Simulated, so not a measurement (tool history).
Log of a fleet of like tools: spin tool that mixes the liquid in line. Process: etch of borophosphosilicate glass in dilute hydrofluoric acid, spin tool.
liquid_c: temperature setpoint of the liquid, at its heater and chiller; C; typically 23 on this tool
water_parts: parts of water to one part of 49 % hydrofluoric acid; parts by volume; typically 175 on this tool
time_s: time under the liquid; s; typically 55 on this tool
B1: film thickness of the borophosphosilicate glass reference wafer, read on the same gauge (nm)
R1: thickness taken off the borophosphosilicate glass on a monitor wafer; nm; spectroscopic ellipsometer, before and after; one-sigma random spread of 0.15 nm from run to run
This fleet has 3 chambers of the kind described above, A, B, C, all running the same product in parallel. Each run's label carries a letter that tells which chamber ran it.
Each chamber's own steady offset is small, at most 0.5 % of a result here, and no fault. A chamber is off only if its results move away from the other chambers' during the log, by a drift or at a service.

Run 1C, hour 12.5: usual settings; B1 119.99. Result: R1 19.285 nm.
Run 2B, hour 19.8: usual settings; B1 120.03. Result: R1 19.716 nm.
Run 3A, hour 28.3: usual settings; B1 119.96. Result: R1 20.03 nm.
Run 4A, hour 42.4: usual settings; B1 119.98. Result: R1 19.893 nm.
Run 5B, hour 57: usual settings; B1 120.02. Result: R1 19.776 nm.
Run 6C, hour 71.9: usual settings; B1 119.98. Result: R1 19.837 nm.
Run 7C, hour 79.2: usual settings; B1 119.95. Result: R1 19.631 nm.
Run 8A, hour 86.6: usual settings; B1 120.01. Result: R1 19.732 nm.
Run 9B, hour 99.3: usual settings; B1 120.01. Result: R1 19.955 nm.
Run 10A, hour 114.5: usual settings; B1 120. Result: R1 19.885 nm.
Run 11C, hour 123.6: usual settings; B1 119.98. Result: R1 19.42 nm.
Run 12B, hour 131.9: usual settings; B1 120.01. Result: R1 19.811 nm.
Run 13A, hour 147: usual settings; B1 120. Result: R1 19.719 nm.
Run 14B, hour 162.1: usual settings; B1 120. Result: R1 19.79 nm.
Run 15C, hour 172.2: usual settings; B1 120.06. Result: R1 19.885 nm.
Run 16A, hour 184.2: usual settings; B1 120. Result: R1 20.013 nm.
Run 17C, hour 199: usual settings but liquid_c 19.5 C, time_s 80 s; B1 120. Result: R1 24.827 nm.
Run 18B, hour 207.7: usual settings but liquid_c 19.5 C, time_s 80 s; B1 120. Result: R1 24.673 nm.
Run 19B, hour 222.8: usual settings but liquid_c 19.5 C, time_s 80 s; B1 120.01. Result: R1 24.44 nm.
Run 20C, hour 229.6: usual settings; B1 120.02. Result: R1 19.61 nm.
Run 21A, hour 236.6: usual settings; B1 120. Result: R1 19.689 nm.
Run 22C, hour 247.2: usual settings but water_parts 210 parts by volume; B1 120.01. Result: R1 15.449 nm.
Run 23B, hour 259.1: usual settings but water_parts 210 parts by volume; B1 120.01. Result: R1 15.412 nm.
Run 24A, hour 268.9: usual settings but water_parts 210 parts by volume; B1 120. Result: R1 15.946 nm.
At hour 276.1: chamber A: thermometer replaced.
Run 25A, hour 279.7: usual settings; B1 120.02. Result: R1 19.966 nm.
Run 26C, hour 291.2: usual settings; B1 119.97. Result: R1 19.188 nm.
Run 27B, hour 304: usual settings; B1 119.98. Result: R1 18.82 nm.
Run 28B, hour 312.7: usual settings; B1 119.99. Result: R1 18.85 nm.
Run 29C, hour 323.1: usual settings; B1 120.01. Result: R1 19.479 nm.
Run 30A, hour 334.6: usual settings but water_parts 250 parts by volume; B1 120.01. Result: R1 12.757 nm.
Run 31A, hour 341.2: usual settings but water_parts 250 parts by volume; B1 119.96. Result: R1 12.908 nm.
Run 32C, hour 350.5: usual settings but water_parts 250 parts by volume; B1 119.99. Result: R1 12.504 nm.
Run 33B, hour 363.6: usual settings; B1 120. Result: R1 18.438 nm.
Run 34A, hour 376.3: usual settings; B1 120. Result: R1 19.897 nm.
Run 35B, hour 388.2: usual settings; B1 120.03. Result: R1 18.356 nm.
Run 36C, hour 401.5: usual settings but liquid_c 21 C; B1 120.01. Result: R1 18.043 nm.

Which is it: a chamber that has drifted or been left off by a service, a gauge drift common to all chambers, or only each chamber's usual small offset? If a chamber is off, name it and its likeliest cause.

It is chamber B that slowly wanders off from its peers.
Cause: liquid colder than its thermometer reads (K) = 2.11.
From this log alone, it may not be told apart from: hydrofluoric acid flow below the setpoint (%).

Which of the 4 candidates below, each the usual settings with something changed and its results left as question marks, puts chamber B back in line with what the other chambers give on the usual settings?
Counts as in line when no further than this from what the other chambers average on the usual settings: R1 0.52 nm
Run 37B-1, hour 412.5: usual settings but liquid_c 24 C. Result: R1 ?.
Run 37B-2, hour 412.5: usual settings but time_s 60 s. Result: R1 ?.
Run 37B-3, hour 412.5: usual settings but liquid_c 21 C. Result: R1 ?.
Run 37B-4, hour 412.5: usual settings but water_parts 180 parts by volume. Result: R1 ?.

Mean of the other chambers on the usual settings: R1 19.675 nm
  run      R1
37B-1  18.885
37B-2  19.806
37B-3  16.765
37B-4  17.569
37B-2 is the one that brings the chamber's results back in line with the other chambers.
